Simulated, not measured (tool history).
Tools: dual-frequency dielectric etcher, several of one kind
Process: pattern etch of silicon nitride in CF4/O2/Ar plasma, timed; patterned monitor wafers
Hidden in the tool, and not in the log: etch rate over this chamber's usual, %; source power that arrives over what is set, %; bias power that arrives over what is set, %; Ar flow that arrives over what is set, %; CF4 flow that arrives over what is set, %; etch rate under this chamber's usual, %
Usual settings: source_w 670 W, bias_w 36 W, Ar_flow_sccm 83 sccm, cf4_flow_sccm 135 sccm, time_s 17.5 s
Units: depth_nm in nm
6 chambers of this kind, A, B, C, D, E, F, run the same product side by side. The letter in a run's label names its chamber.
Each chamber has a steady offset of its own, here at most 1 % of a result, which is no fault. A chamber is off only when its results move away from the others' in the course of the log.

run   hour  source_w  bias_w  Ar_flow_sccm  cf4_flow_sccm  time_s  hours since the last wet clean  hours since the last source power generator calibration  hours since the last bias power generator calibration  hours since the last Ar flow controller change  hours since the last CF4 flow controller change  read-back reference wafer on the same gauge, depth_nm  depth_nm
 1F    4.6       670      36            83            135    17.5                           497.4                                                   3313.2                                                  552.1                                          1012.0                                            534.5                                                 46.339    40.762
 2C    8.8       670      36            83            135    17.5                           197.6                                                   1540.5                                                  362.4                                           166.2                                           2881.3                                                 46.370    40.561
 3B   14.0       670      36            83            135    17.5                           105.4                                                   1559.4                                                 1805.0                                          4417.1                                           1634.2                                                 46.442    40.984
 4D   18.9       670      36            83            135    17.5                           494.6                                                   1099.2                                                 2779.6                                          2501.8                                           3281.2                                                 46.416    40.766
 5A   22.2       580      28            83            135    17.5                           171.9                                                   1151.8                                                  752.2                                          4195.2                                            479.5                                                 46.441    33.492
 6E   27.7       580      28            83            135    17.5                           258.2                                                   1900.7                                                 2884.2                                          2663.0                                           1176.3                                                 46.414    33.200
 7F   30.6       580      28            83            135    17.5                           523.4                                                   3339.2                                                  578.1                                          1038.0                                            560.5                                                 46.352    32.860
 8D   34.9       580      28            83            135    17.5                           510.6                                                   1115.2                                                 2795.6                                          2517.8                                           3297.2                                                 46.403    33.025
 9E   37.6       580      28            83            135    17.5                           268.1                                                   1910.6                                                 2894.1                                          2672.9                                           1186.2                                                 46.462    32.988
10B   40.7       580      28            83            135    17.5                           132.1                                                   1586.1                                                 1831.7                                          4443.8                                           1660.9                                                 46.350    33.179
11C   45.3       670      36            83            135    17.5                           234.1                                                   1577.0                                                  398.9                                           202.7                                           2917.8                                                 46.395    40.814
12A   49.6       670      36            83            135    17.5                           199.3                                                   1179.2                                                  779.6                                          4222.6                                            506.9                                                 46.375    40.703
13C   54.2       670      36            83            135    17.5                           243.0                                                   1585.9                                                  407.8                                           211.6                                           2926.7                                                 46.425    40.571
14A   59.3       670      36            83            135    17.5                           209.0                                                   1188.9                                                  789.3                                          4232.3                                            516.6                                                 46.379    40.720
15F   61.8       670      36            83            135    17.5                           554.6                                                   3370.4                                                  609.3                                          1069.2                                            591.7                                                 46.421    40.291
16B   66.8       670      36            83            135    17.5                           158.2                                                   1612.2                                                 1857.8                                          4469.9                                           1687.0                                                 46.399    40.957
17E   72.4       670      36            83            135    17.5                           302.9                                                   1945.4                                                 2928.9                                          2707.7                                           1221.0                                                 46.473    41.091
18D   75.8       670      36            83            135    17.5                           551.5                                                   1156.1                                                 2836.5                                          2558.7                                           3338.1                                                 46.377    40.865
19B   81.1       670      36            83            135    17.5                           172.5                                                   1626.5                                                 1872.1                                          4484.2                                           1701.3                                                 46.389    40.821
20F   83.9       670      36            83            135    17.5                           576.7                                                   3392.5                                                  631.4                                          1091.3                                            613.8                                                 46.420    40.591
21D   88.7       830      36            83            135    17.5                           564.4                                                   1169.0                                                 2849.4                                          2571.6                                           3351.0                                                 46.397    49.189
22C   93.5       830      36            83            135    17.5                           282.3                                                   1625.2                                                  447.1                                           250.9                                           2966.0                                                 46.372    49.576
      93.6  -- chamber F: wet clean of the chamber
23A   98.2       830      36            83            135    17.5                           247.9                                                   1227.8                                                  828.2                                          4271.2                                            555.5                                                 46.390    49.680
24E  100.9       830      36            83            135    17.5                           331.4                                                   1973.9                                                 2957.4                                          2736.2                                           1249.5                                                 46.454    50.445
25C  106.0       830      36            83            135    17.5                           294.8                                                   1637.7                                                  459.6                                           263.4                                           2978.5                                                 46.373    49.363
26F  111.1       830      36            83            135    17.5                            17.6                                                   3419.7                                                  658.6                                          1118.5                                            641.0                                                 46.386    49.269
27D  113.7       670      36            83            135    17.5                           589.4                                                   1194.0                                                 2874.4                                          2596.6                                           3376.0                                                 46.406    41.017
28E  117.9       670      36            83            135    17.5                           348.4                                                   1990.9                                                 2974.4                                          2753.2                                           1266.5                                                 46.351    41.592
29A  121.6       670      36            83            135    17.5                           271.3                                                   1251.2                                                  851.6                                          4294.6                                            578.9                                                 46.393    40.655
30B  124.9       670      36            83            135    17.5                           216.3                                                   1670.3                                                 1915.9                                          4528.0                                           1745.1                                                 46.421    41.105
     125.1  -- chamber E: source power generator calibrated
31B  128.0       670      36            83            135    17.5                           219.4                                                   1673.4                                                 1919.0                                          4531.1                                           1748.2                                                 46.390    40.932
32F  132.8       670      36            83            135    17.5                            39.3                                                   3441.4                                                  680.3                                          1140.2                                            662.7                                                 46.422    40.448
33C  136.8       670      36            83            135    17.5                           325.6                                                   1668.5                                                  490.4                                           294.2                                           3009.3                                                 46.396    40.847
34E  142.0       670      36            83            135    17.5                           372.5                                                     17.0                                                 2998.5                                          2777.3                                           1290.6                                                 46.465    41.827
35A  147.6       670      36            83            135    17.5                           297.3                                                   1277.2                                                  877.6                                          4320.6                                            604.9                                                 46.414    40.687
     151.1  -- chamber D: wet clean of the chamber
36D  153.0       670      36            83            135    17.5                             1.9                                                   1233.3                                                 2913.7                                          2635.9                                           3415.3                                                 46.458    40.308
37F  158.4       670      36            83            135    17.5                            64.9                                                   3467.0                                                  705.9                                          1165.8                                            688.3                                                 46.389    40.413
38E  163.1       670      36            83            135    17.5                           393.6                                                     38.1                                                 3019.6                                          2798.4                                           1311.7                                                 46.339    42.101
39A  167.2       670      36            83            135    17.5                           316.9                                                   1296.8                                                  897.2                                          4340.2                                            624.5                                                 46.430    40.600
40C  171.3       670      36            83            135    17.5                           360.1                                                   1703.0                                                  524.9                                           328.7                                           3043.8                                                 46.387    40.781
41D  176.9       670      36            83            135    17.5                            25.8                                                   1257.2                                                 2937.6                                          2659.8                                           3439.2                                                 46.401    40.805
42B  181.4       670      36            83            135    17.5                           272.8                                                   1726.8                                                 1972.4                                          4584.5                                           1801.6                                                 46.383    40.683
43F  185.9       670      36            83            135    17.5                            92.4                                                   3494.5                                                  733.4                                          1193.3                                            715.8                                                 46.399    40.794

Is one chamber off against the others, does the gauge drift, or is nothing wrong? If a chamber is off, say which, and what the likeliest cause is.

Chamber E drifts away from the others.
Cause: etch rate over this chamber's usual, % = 3.69.

Here are 4 candidates for chamber E's next run, each the usual settings with a change, their results left as question marks. Which one brings its results back in line with what the others give on the usual settings?
In line means no further than this from the other chambers' mean on the usual settings: depth_nm 0.620 nm
44E-1  190.0       660      36            83            135    17.0                                                                                                                                                                                                                                                                                                                 ?
44E-2  190.0       680      36            83            135    18.0                                                                                                                                                                                                                                                                                                                 ?
44E-3  190.0       670      36            79            141    17.5                                                                                                                                                                                                                                                                                                                 ?
44E-4  190.0       670      36            91            135    17.5                                                                                                                                                                                                                                                                                                                 ?

The other chambers' mean on the usual settings: depth_nm 40.679 nm
  run  depth_nm
44E-1    40.548
44E-2    44.102
44E-3    42.749
44E-4    41.861
44E-1 brings the chamber back in line.
